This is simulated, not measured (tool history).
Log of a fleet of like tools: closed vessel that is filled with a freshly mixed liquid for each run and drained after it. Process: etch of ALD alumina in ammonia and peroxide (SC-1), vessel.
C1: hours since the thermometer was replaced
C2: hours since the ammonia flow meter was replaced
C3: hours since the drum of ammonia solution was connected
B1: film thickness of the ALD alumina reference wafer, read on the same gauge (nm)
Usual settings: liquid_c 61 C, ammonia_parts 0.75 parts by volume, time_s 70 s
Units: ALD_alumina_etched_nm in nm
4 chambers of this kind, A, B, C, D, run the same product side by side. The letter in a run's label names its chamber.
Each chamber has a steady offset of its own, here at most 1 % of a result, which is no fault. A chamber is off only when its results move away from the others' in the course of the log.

Run 1B, hour 5.4: usual settings; C1 639.7; C2 314.7; C3 250.4; B1 120. Result: ALD_alumina_etched_nm 11.205 nm.
Run 2A, hour 9.3: usual settings; C1 514.3; C2 658.5; C3 418; B1 119.99. Result: ALD_alumina_etched_nm 11.11 nm.
Run 3D, hour 15.7: usual settings; C1 591.2; C2 951; C3 301.9; B1 120. Result: ALD_alumina_etched_nm 11.171 nm.
Run 4C, hour 20.7: usual settings; C1 1681.1; C2 204.8; C3 964.5; B1 119.99. Result: ALD_alumina_etched_nm 11.09 nm.
Run 5C, hour 24.3: usual settings; C1 1684.7; C2 208.4; C3 968.1; B1 120. Result: ALD_alumina_etched_nm 11.036 nm.
At hour 25.8: chamber A: new drum of ammonia solution connected.
Run 6D, hour 31.3: usual settings; C1 606.8; C2 966.6; C3 317.5; B1 119.97. Result: ALD_alumina_etched_nm 11.178 nm.
Run 7B, hour 39.7: usual settings; C1 674; C2 349; C3 284.7; B1 120.01. Result: ALD_alumina_etched_nm 11.215 nm.
Run 8A, hour 43.3: usual settings; C1 548.3; C2 692.5; C3 17.6; B1 120. Result: ALD_alumina_etched_nm 11.136 nm.
Run 9A, hour 48.4: usual settings; C1 553.4; C2 697.6; C3 22.7; B1 120. Result: ALD_alumina_etched_nm 11.111 nm.
Run 10B, hour 55.6: usual settings; C1 689.9; C2 364.9; C3 300.6; B1 120.01. Result: ALD_alumina_etched_nm 11.252 nm.
Run 11D, hour 59.8: usual settings; C1 635.3; C2 995.1; C3 346; B1 120. Result: ALD_alumina_etched_nm 11.288 nm.
Run 12C, hour 66.8: usual settings; C1 1727.2; C2 250.9; C3 1010.6; B1 120. Result: ALD_alumina_etched_nm 11.105 nm.
Run 13D, hour 70.5: usual settings; C1 646; C2 1005.8; C3 356.7; B1 120. Result: ALD_alumina_etched_nm 11.161 nm.
Run 14A, hour 77.7: usual settings; C1 582.7; C2 726.9; C3 52; B1 119.99. Result: ALD_alumina_etched_nm 11.113 nm.
At hour 78.9: chamber B: new drum of ammonia solution connected.
Run 15B, hour 82.6: usual settings; C1 716.9; C2 391.9; C3 3.7; B1 119.99. Result: ALD_alumina_etched_nm 11.193 nm.
Run 16C, hour 88.9: usual settings; C1 1749.3; C2 273; C3 1032.7; B1 119.99. Result: ALD_alumina_etched_nm 11.064 nm.
At hour 92.7: chamber A: ammonia flow meter replaced.
Run 17B, hour 97.3: usual settings; C1 731.6; C2 406.6; C3 18.4; B1 119.98. Result: ALD_alumina_etched_nm 11.201 nm.
Run 18D, hour 103.4: usual settings; C1 678.9; C2 1038.7; C3 389.6; B1 119.99. Result: ALD_alumina_etched_nm 11.101 nm.
At hour 106.9: chamber C: new drum of ammonia solution connected.
Run 19A, hour 108.9: usual settings but ammonia_parts 1.05 parts by volume, time_s 105 s; C1 613.9; C2 16.3; C3 83.2; B1 120.01. Result: ALD_alumina_etched_nm 17.27 nm.
Run 20C, hour 112.7: usual settings but ammonia_parts 1.05 parts by volume, time_s 105 s; C1 1773.1; C2 296.8; C3 5.8; B1 120. Result: ALD_alumina_etched_nm 17.022 nm.
Run 21B, hour 117.7: usual settings but ammonia_parts 1.05 parts by volume, time_s 105 s; C1 752; C2 427; C3 38.8; B1 120. Result: ALD_alumina_etched_nm 17.373 nm.
Run 22D, hour 123.2: usual settings but ammonia_parts 1.05 parts by volume, time_s 105 s; C1 698.7; C2 1058.5; C3 409.4; B1 119.99. Result: ALD_alumina_etched_nm 17.37 nm.
Run 23A, hour 130.2: usual settings; C1 635.2; C2 37.6; C3 104.5; B1 120. Result: ALD_alumina_etched_nm 11.106 nm.
Run 24C, hour 135.4: usual settings; C1 1795.8; C2 319.5; C3 28.5; B1 120. Result: ALD_alumina_etched_nm 11.049 nm.
Run 25A, hour 141.9: usual settings; C1 646.9; C2 49.3; C3 116.2; B1 120.01. Result: ALD_alumina_etched_nm 11.1 nm.
Run 26B, hour 148.2: usual settings; C1 782.5; C2 457.5; C3 69.3; B1 120.01. Result: ALD_alumina_etched_nm 11.251 nm.
Run 27D, hour 155.1: usual settings; C1 730.6; C2 1090.4; C3 441.3; B1 119.99. Result: ALD_alumina_etched_nm 11.14 nm.
Run 28C, hour 159.9: usual settings; C1 1820.3; C2 344; C3 53; B1 120. Result: ALD_alumina_etched_nm 11.074 nm.
Run 29D, hour 168: usual settings; C1 743.5; C2 1103.3; C3 454.2; B1 120. Result: ALD_alumina_etched_nm 11.181 nm.
Run 30B, hour 175.4: usual settings; C1 809.7; C2 484.7; C3 96.5; B1 120. Result: ALD_alumina_etched_nm 11.202 nm.
Run 31A, hour 180.9: usual settings; C1 685.9; C2 88.3; C3 155.2; B1 120. Result: ALD_alumina_etched_nm 11.171 nm.
Run 32C, hour 187.5: usual settings; C1 1847.9; C2 371.6; C3 80.6; B1 120.01. Result: ALD_alumina_etched_nm 11.044 nm.
Run 33B, hour 192.1: usual settings; C1 826.4; C2 501.4; C3 113.2; B1 119.99. Result: ALD_alumina_etched_nm 11.237 nm.
Run 34C, hour 200.2: usual settings but liquid_c 68 C; C1 1860.6; C2 384.3; C3 93.3; B1 119.99. Result: ALD_alumina_etched_nm 15.644 nm.
Run 35A, hour 205.6: usual settings but liquid_c 68 C; C1 710.6; C2 113; C3 179.9; B1 119.99. Result: ALD_alumina_etched_nm 15.662 nm.
Run 36D, hour 213: usual settings but liquid_c 68 C; C1 788.5; C2 1148.3; C3 499.2; B1 120.01. Result: ALD_alumina_etched_nm 15.791 nm.
Run 37C, hour 218.4: usual settings but liquid_c 68 C; C1 1878.8; C2 402.5; C3 111.5; B1 120.02. Result: ALD_alumina_etched_nm 15.61 nm.

Next, every chamber runs the same settings. What will each give?
Run 38A, hour 224.4: usual settings. Result: ALD_alumina_etched_nm ?.
Run 38B, hour 224.4: usual settings. Result: ALD_alumina_etched_nm ?.
Run 38C, hour 224.4: usual settings. Result: ALD_alumina_etched_nm ?.
Run 38D, hour 224.4: usual settings. Result: ALD_alumina_etched_nm ?.

run  ALD_alumina_etched_nm
38A                 11.112
38B                 11.185
38C                 11.049
38D                 11.191
